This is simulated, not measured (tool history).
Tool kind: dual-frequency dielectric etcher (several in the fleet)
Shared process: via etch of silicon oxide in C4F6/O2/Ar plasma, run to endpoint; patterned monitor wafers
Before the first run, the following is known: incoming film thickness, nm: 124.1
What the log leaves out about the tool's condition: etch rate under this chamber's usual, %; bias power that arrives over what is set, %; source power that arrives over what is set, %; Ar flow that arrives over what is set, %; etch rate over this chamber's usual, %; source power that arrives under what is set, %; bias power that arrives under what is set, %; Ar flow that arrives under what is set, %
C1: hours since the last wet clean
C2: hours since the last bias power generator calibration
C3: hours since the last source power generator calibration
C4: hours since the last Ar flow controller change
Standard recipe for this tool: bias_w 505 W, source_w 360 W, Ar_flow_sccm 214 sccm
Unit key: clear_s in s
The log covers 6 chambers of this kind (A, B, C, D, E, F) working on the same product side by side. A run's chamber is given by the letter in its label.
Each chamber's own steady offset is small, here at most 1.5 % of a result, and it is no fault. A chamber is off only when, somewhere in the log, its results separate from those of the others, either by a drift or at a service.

run 1E hour=3.7 | bias_w=505 source_w=360 Ar_flow_sccm=214 | C1=25.3 C2=1184.5 C3=519.1 C4=2684.9 | clear_s=26.684
run 2D hour=6.1 | bias_w=505 source_w=360 Ar_flow_sccm=214 | C1=75.3 C2=703.0 C3=4651.3 C4=714.0 | clear_s=27.454
run 3C hour=10.3 | bias_w=505 source_w=360 Ar_flow_sccm=214 | C1=49.3 C2=696.4 C3=613.2 C4=2422.5 | clear_s=27.470
run 4B hour=13.0 | bias_w=505 source_w=360 Ar_flow_sccm=214 | C1=39.2 C2=1245.3 C3=960.8 C4=1196.4 | clear_s=27.641
run 5F hour=17.2 | bias_w=505 source_w=360 Ar_flow_sccm=214 | C1=132.7 C2=3436.7 C3=992.1 C4=2226.8 | clear_s=27.225
run 6A hour=22.4 | bias_w=505 source_w=360 Ar_flow_sccm=214 | C1=257.7 C2=2335.8 C3=454.0 C4=1540.5 | clear_s=27.383
run 7E hour=26.5 | bias_w=505 source_w=360 Ar_flow_sccm=214 | C1=48.1 C2=1207.3 C3=541.9 C4=2707.7 | clear_s=26.886
run 8D hour=30.1 | bias_w=505 source_w=360 Ar_flow_sccm=214 | C1=99.3 C2=727.0 C3=4675.3 C4=738.0 | clear_s=27.958
run 9F hour=33.7 | bias_w=505 source_w=360 Ar_flow_sccm=214 | C1=149.2 C2=3453.2 C3=1008.6 C4=2243.3 | clear_s=27.145
run 10A hour=38.6 | bias_w=505 source_w=360 Ar_flow_sccm=214 | C1=273.9 C2=2352.0 C3=470.2 C4=1556.7 | clear_s=27.216
run 11C hour=42.7 | bias_w=505 source_w=360 Ar_flow_sccm=214 | C1=81.7 C2=728.8 C3=645.6 C4=2454.9 | clear_s=27.541
run 12B hour=46.9 | bias_w=505 source_w=440 Ar_flow_sccm=214 | C1=73.1 C2=1279.2 C3=994.7 C4=1230.3 | clear_s=25.422
run 13E hour=50.0 | bias_w=505 source_w=440 Ar_flow_sccm=214 | C1=71.6 C2=1230.8 C3=565.4 C4=2731.2 | clear_s=24.953
run 14F hour=54.8 | bias_w=505 source_w=440 Ar_flow_sccm=214 | C1=170.3 C2=3474.3 C3=1029.7 C4=2264.4 | clear_s=25.414
run 15B hour=58.9 | bias_w=505 source_w=440 Ar_flow_sccm=214 | C1=85.1 C2=1291.2 C3=1006.7 C4=1242.3 | clear_s=25.138
run 16D hour=64.0 | bias_w=505 source_w=440 Ar_flow_sccm=214 | C1=133.2 C2=760.9 C3=4709.2 C4=771.9 | clear_s=25.916
run 17A hour=68.9 | bias_w=505 source_w=440 Ar_flow_sccm=214 | C1=304.2 C2=2382.3 C3=500.5 C4=1587.0 | clear_s=25.515
run 18C hour=72.9 | bias_w=505 source_w=360 Ar_flow_sccm=214 | C1=111.9 C2=759.0 C3=675.8 C4=2485.1 | clear_s=27.519
run 19F hour=76.4 | bias_w=505 source_w=360 Ar_flow_sccm=214 | C1=191.9 C2=3495.9 C3=1051.3 C4=2286.0 | clear_s=27.315
run 20A hour=81.7 | bias_w=505 source_w=360 Ar_flow_sccm=214 | C1=317.0 C2=2395.1 C3=513.3 C4=1599.8 | clear_s=26.968
run 21B hour=85.7 | bias_w=505 source_w=360 Ar_flow_sccm=214 | C1=111.9 C2=1318.0 C3=1033.5 C4=1269.1 | clear_s=27.093
run 22D hour=90.4 | bias_w=505 source_w=360 Ar_flow_sccm=214 | C1=159.6 C2=787.3 C3=4735.6 C4=798.3 | clear_s=28.512
run 23E hour=93.0 | bias_w=505 source_w=360 Ar_flow_sccm=214 | C1=114.6 C2=1273.8 C3=608.4 C4=2774.2 | clear_s=26.994
run 24C hour=96.4 | bias_w=505 source_w=360 Ar_flow_sccm=214 | C1=135.4 C2=782.5 C3=699.3 C4=2508.6 | clear_s=27.385
run 25E hour=99.5 | bias_w=505 source_w=360 Ar_flow_sccm=163 | C1=121.1 C2=1280.3 C3=614.9 C4=2780.7 | clear_s=26.165
run 26D hour=103.2 | bias_w=505 source_w=360 Ar_flow_sccm=163 | C1=172.4 C2=800.1 C3=4748.4 C4=811.1 | clear_s=27.323
run 27B hour=106.8 | bias_w=505 source_w=360 Ar_flow_sccm=163 | C1=133.0 C2=1339.1 C3=1054.6 C4=1290.2 | clear_s=26.349
run 28C hour=112.1 | bias_w=505 source_w=360 Ar_flow_sccm=163 | C1=151.1 C2=798.2 C3=715.0 C4=2524.3 | clear_s=27.048
run 29A hour=116.2 | bias_w=505 source_w=360 Ar_flow_sccm=163 | C1=351.5 C2=2429.6 C3=547.8 C4=1634.3 | clear_s=26.526
run 30F hour=120.5 | bias_w=505 source_w=360 Ar_flow_sccm=163 | C1=236.0 C2=3540.0 C3=1095.4 C4=2330.1 | clear_s=26.569
run 31F hour=124.1 | bias_w=505 source_w=360 Ar_flow_sccm=214 | C1=239.6 C2=3543.6 C3=1099.0 C4=2333.7 | clear_s=27.393
run 32A hour=126.5 | bias_w=505 source_w=360 Ar_flow_sccm=214 | C1=361.8 C2=2439.9 C3=558.1 C4=1644.6 | clear_s=26.825
run 33B hour=129.7 | bias_w=505 source_w=360 Ar_flow_sccm=214 | C1=155.9 C2=1362.0 C3=1077.5 C4=1313.1 | clear_s=27.410
run 34D hour=133.4 | bias_w=505 source_w=360 Ar_flow_sccm=214 | C1=202.6 C2=830.3 C3=4778.6 C4=841.3 | clear_s=28.687
run 35E hour=136.0 | bias_w=505 source_w=360 Ar_flow_sccm=214 | C1=157.6 C2=1316.8 C3=651.4 C4=2817.2 | clear_s=27.202
run 36C hour=141.1 | bias_w=505 source_w=360 Ar_flow_sccm=214 | C1=180.1 C2=827.2 C3=744.0 C4=2553.3 | clear_s=27.419
run 37F hour=146.2 | bias_w=389 source_w=320 Ar_flow_sccm=214 | C1=261.7 C2=3565.7 C3=1121.1 C4=2355.8 | clear_s=31.552
run 38B hour=150.8 | bias_w=389 source_w=320 Ar_flow_sccm=214 | C1=177.0 C2=1383.1 C3=1098.6 C4=1334.2 | clear_s=31.630

Predict what each chamber gives when all 6 of them run the settings below next.
run 39A hour=154.6 | bias_w=505 source_w=360 Ar_flow_sccm=214 | clear_s=?
run 39B hour=154.6 | bias_w=505 source_w=360 Ar_flow_sccm=214 | clear_s=?
run 39C hour=154.6 | bias_w=505 source_w=360 Ar_flow_sccm=214 | clear_s=?
run 39D hour=154.6 | bias_w=505 source_w=360 Ar_flow_sccm=214 | clear_s=?
run 39E hour=154.6 | bias_w=505 source_w=360 Ar_flow_sccm=214 | clear_s=?
run 39F hour=154.6 | bias_w=505 source_w=360 Ar_flow_sccm=214 | clear_s=?

run=39A clear_s=26.959
run=39B clear_s=27.233
run=39C clear_s=27.459
run=39D clear_s=29.073
run=39E clear_s=26.966
run=39F clear_s=26.931
